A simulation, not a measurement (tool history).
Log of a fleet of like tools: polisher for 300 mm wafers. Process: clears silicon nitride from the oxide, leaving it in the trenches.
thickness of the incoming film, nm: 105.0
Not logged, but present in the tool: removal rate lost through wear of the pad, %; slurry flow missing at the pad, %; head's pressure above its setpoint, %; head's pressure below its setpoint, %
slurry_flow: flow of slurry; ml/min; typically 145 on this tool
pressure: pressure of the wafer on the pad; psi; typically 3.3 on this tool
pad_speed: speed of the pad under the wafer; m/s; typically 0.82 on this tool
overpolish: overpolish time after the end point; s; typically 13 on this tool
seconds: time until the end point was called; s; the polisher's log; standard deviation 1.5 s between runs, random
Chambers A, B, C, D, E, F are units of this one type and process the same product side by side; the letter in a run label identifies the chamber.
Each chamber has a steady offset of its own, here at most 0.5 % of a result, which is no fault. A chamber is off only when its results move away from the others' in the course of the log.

run,hour,slurry_flow,pressure,pad_speed,overpolish,wafers polished on this pad,hours since the slurry nozzle was cleaned,hours since the head pressure was calibrated,seconds
1C,2.6,145,3.3,0.82,13,118,564.9,994.5,122.74
2A,6.8,145,3.3,0.82,13,293,332,83.4,123.09
3B,9.7,145,3.3,0.82,13,411,779.7,51.1,121.43
4E,13.1,145,3.3,0.82,13,858,169.2,95.5,122.83
5F,17.1,145,3.3,0.82,13,438,743.4,963,122.22
6D,20.2,145,3.3,0.82,13,569,93.4,90.9,121.06
7E,22.8,145,3.3,0.82,13,945,178.9,105.2,122.18
8F,27.3,145,3.3,0.82,13,529,753.6,973.2,122.43
9C,31.6,145,3.3,0.82,13,378,593.9,1023.5,123.98
10A,35.8,145,2.9,0.82,13,553,361,112.4,140.44
11D,39.3,145,2.9,0.82,13,741,112.5,110,140.81
12B,42.1,145,2.9,0.82,13,702,812.1,83.5,140.56
# hour 44.1: chamber E: worn pad replaced by a new one
# hour 45.6: chamber D: worn pad replaced by a new one
13B,47.2,145,2.9,0.82,13,747,817.2,88.6,138.57
14C,50.6,145,2.9,0.82,13,549,612.9,1042.5,142.05
15A,53.6,145,2.9,0.82,13,712,378.8,130.2,139.06
16E,56.1,145,3.3,0.82,13,108,212.2,138.5,123.76
17F,58.3,145,3.3,0.82,13,807,784.6,1004.2,119.82
18D,60.7,145,3.3,0.82,13,135,133.9,131.4,127.58
19E,65.3,145,3.3,0.82,13,190,221.4,147.7,122.81
# hour 67.5: chamber F: worn pad replaced by a new one
20D,69.4,145,3.3,0.82,13,213,142.6,140.1,119.96
21F,72.1,145,3.3,0.82,13,41,798.4,1018,122.34
22C,75.3,145,3.3,0.82,13,770,637.6,1067.2,124.85
# hour 79.2: chamber B: slurry nozzle cleaned
23A,79.4,145,3.3,0.82,13,944,404.6,156,123.42
# hour 81.3: chamber F: slurry nozzle cleaned
24B,82.7,145,3.3,0.58,13,1066,3.5,124.1,175.1
25E,87.2,145,3.3,0.58,13,386,243.3,169.6,172.77
26F,91.9,145,3.3,0.58,13,219,10.6,1037.8,169.98
# hour 95.1: chamber C: worn pad replaced by a new one
27C,95.7,145,3.3,0.58,13,5,658,1087.6,175.74
# hour 95.8: chamber B: worn pad replaced by a new one
# hour 98.1: chamber F: head pressure recalibrated
28B,99.7,145,3.3,0.58,13,35,20.5,141.1,175.19
29A,102.8,145,3.3,0.58,13,1154,428,179.4,172.88
30D,106.6,145,2.9,0.56,13,547,179.8,177.3,213.74
# hour 109.1: chamber C: head pressure recalibrated
# hour 111.5: chamber A: worn pad replaced by a new one
31C,111.5,145,2.9,0.56,13,147,673.8,2.4,203.92
32B,115.1,145,2.9,0.56,13,173,35.9,156.5,203.22
33E,118.4,145,2.9,0.56,13,666,274.5,200.8,201.9
34A,120.8,145,2.9,0.56,13,83,446,197.4,202.25
35F,123.5,145,2.9,0.56,13,502,42.2,25.4,203.93
# hour 124.7: chamber C: slurry nozzle cleaned
36D,127.9,145,3.3,0.82,13,738,201.1,198.6,129.06
# hour 129.3: chamber A: slurry nozzle cleaned
37E,130.4,145,3.3,0.82,13,774,286.5,212.8,122.29
38D,133.3,145,3.3,0.82,13,786,206.5,204,131.06
39B,137.9,145,3.3,0.82,13,377,58.7,179.3,121.56
40F,141,145,3.3,0.82,13,659,59.7,42.9,123.78
41C,145.2,145,3.3,0.82,13,449,20.5,36.1,123.39
42A,149.4,145,3.3,0.82,13,340,20.1,226,124.67

Decide between three cases: one chamber stands off from its peers, the gauge reading all wafers drifts, or nothing is wrong past each chamber's small offset. Where a chamber is off, say which and what most likely put it there.

Little by little, chamber D moves away from the other chambers.
Most likely cause: slurry flow missing at the pad, % = 28.1.
It could be hard to tell apart here from: head's pressure below its setpoint, %.

Which of the 4 candidates below, each the usual settings with something changed and its results left as question marks, puts chamber D back in line with what the other chambers give on the usual settings?
In-line tolerance around the mean of the other chambers on the usual settings: seconds 5.1 s
43D-1,153,90,3.3,0.82,13,,,,?
43D-2,153,145,3.5,0.88,13,,,,?
43D-3,153,145,3.4,0.84,13,,,,?
43D-4,153,145,3.1,0.82,13,,,,?

Mean of the other chambers on the usual settings: seconds 123.15 s
run,seconds
43D-1,150.98
43D-2,115.06
43D-3,124.19
43D-4,139.7
43D-3 puts the chamber back in line with the other chambers.
